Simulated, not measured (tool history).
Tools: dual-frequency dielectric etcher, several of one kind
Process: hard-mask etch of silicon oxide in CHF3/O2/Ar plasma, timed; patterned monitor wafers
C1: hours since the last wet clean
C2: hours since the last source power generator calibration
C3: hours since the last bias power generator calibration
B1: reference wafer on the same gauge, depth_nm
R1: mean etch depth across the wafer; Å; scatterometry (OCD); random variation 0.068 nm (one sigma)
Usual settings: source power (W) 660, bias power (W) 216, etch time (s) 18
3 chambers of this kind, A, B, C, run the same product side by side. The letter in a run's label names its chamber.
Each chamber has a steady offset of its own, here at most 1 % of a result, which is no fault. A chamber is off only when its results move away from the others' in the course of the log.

{"run": "1A", "hour": 10.0, "source power (W)": 660, "bias power (W)": 216, "etch time (s)": 18, "C1": 203.8, "C2": 3357.8, "C3": 996.7, "B1": 41.285, "R1": 395.06}
{"run": "2B", "hour": 16.1, "source power (W)": 660, "bias power (W)": 216, "etch time (s)": 18, "C1": 301.4, "C2": 1867.6, "C3": 1613.8, "B1": 41.271, "R1": 391.01}
{"run": "3C", "hour": 27.2, "source power (W)": 660, "bias power (W)": 216, "etch time (s)": 18, "C1": 31.5, "C2": 1918.5, "C3": 2392.3, "B1": 41.261, "R1": 393.35}
{"run": "4A", "hour": 34.5, "source power (W)": 660, "bias power (W)": 216, "etch time (s)": 18, "C1": 228.3, "C2": 3382.3, "C3": 1021.2, "B1": 41.25, "R1": 393.81}
{"run": "5B", "hour": 46.4, "source power (W)": 660, "bias power (W)": 216, "etch time (s)": 18, "C1": 331.7, "C2": 1897.9, "C3": 1644.1, "B1": 41.242, "R1": 390.94}
{"run": "6C", "hour": 57.9, "source power (W)": 660, "bias power (W)": 216, "etch time (s)": 18, "C1": 62.2, "C2": 1949.2, "C3": 2423.0, "B1": 41.232, "R1": 392.55}
{"run": "7B", "hour": 68.9, "source power (W)": 660, "bias power (W)": 216, "etch time (s)": 18, "C1": 354.2, "C2": 1920.4, "C3": 1666.6, "B1": 41.217, "R1": 389.32}
{"run": "8C", "hour": 80.1, "source power (W)": 660, "bias power (W)": 186, "etch time (s)": 18, "C1": 84.4, "C2": 1971.4, "C3": 2445.2, "B1": 41.179, "R1": 372.38}
{"run": "9A", "hour": 91.5, "source power (W)": 660, "bias power (W)": 186, "etch time (s)": 18, "C1": 285.3, "C2": 3439.3, "C3": 1078.2, "B1": 41.158, "R1": 372.62}
{"run": "10C", "hour": 102.0, "source power (W)": 660, "bias power (W)": 186, "etch time (s)": 18, "C1": 106.3, "C2": 1993.3, "C3": 2467.1, "B1": 41.162, "R1": 373.76}
{"run": "11B", "hour": 108.1, "source power (W)": 660, "bias power (W)": 216, "etch time (s)": 18, "C1": 393.4, "C2": 1959.6, "C3": 1705.8, "B1": 41.164, "R1": 389.59}
{"run": "12A", "hour": 113.9, "source power (W)": 760, "bias power (W)": 216, "etch time (s)": 14, "C1": 307.7, "C2": 3461.7, "C3": 1100.6, "B1": 41.138, "R1": 322.36}
{"run": "13C", "hour": 126.3, "source power (W)": 760, "bias power (W)": 216, "etch time (s)": 14, "C1": 130.6, "C2": 2017.6, "C3": 2491.4, "B1": 41.118, "R1": 320.86}
{"run": "14B", "hour": 137.2, "source power (W)": 760, "bias power (W)": 216, "etch time (s)": 14, "C1": 422.5, "C2": 1988.7, "C3": 1734.9, "B1": 41.077, "R1": 318.79}
{"run": "15A", "hour": 146.0, "source power (W)": 660, "bias power (W)": 216, "etch time (s)": 18, "C1": 339.8, "C2": 3493.8, "C3": 1132.7, "B1": 41.086, "R1": 392.71}
{"run": "16C", "hour": 157.7, "source power (W)": 660, "bias power (W)": 216, "etch time (s)": 18, "C1": 162.0, "C2": 2049.0, "C3": 2522.8, "B1": 41.082, "R1": 390.09}
{"run": "17B", "hour": 167.2, "source power (W)": 660, "bias power (W)": 216, "etch time (s)": 18, "C1": 452.5, "C2": 2018.7, "C3": 1764.9, "B1": 41.083, "R1": 388.23}
{"run": "18A", "hour": 175.3, "source power (W)": 660, "bias power (W)": 216, "etch time (s)": 18, "C1": 369.1, "C2": 3523.1, "C3": 1162.0, "B1": 41.056, "R1": 391.09}
{"run": "19C", "hour": 187.5, "source power (W)": 660, "bias power (W)": 216, "etch time (s)": 18, "C1": 191.8, "C2": 2078.8, "C3": 2552.6, "B1": 41.031, "R1": 391.74}
{"run": "20A", "hour": 197.4, "source power (W)": 730, "bias power (W)": 266, "etch time (s)": 18, "C1": 391.2, "C2": 3545.2, "C3": 1184.1, "B1": 41.019, "R1": 436.37}

Is one chamber off against the others, does the gauge drift, or is nothing wrong? If a chamber is off, say which, and what the likeliest cause is.

The gauge drifts, so all chambers seem to drift together. No chamber is off.
Cause: gauge reads low (%) = 0.727.

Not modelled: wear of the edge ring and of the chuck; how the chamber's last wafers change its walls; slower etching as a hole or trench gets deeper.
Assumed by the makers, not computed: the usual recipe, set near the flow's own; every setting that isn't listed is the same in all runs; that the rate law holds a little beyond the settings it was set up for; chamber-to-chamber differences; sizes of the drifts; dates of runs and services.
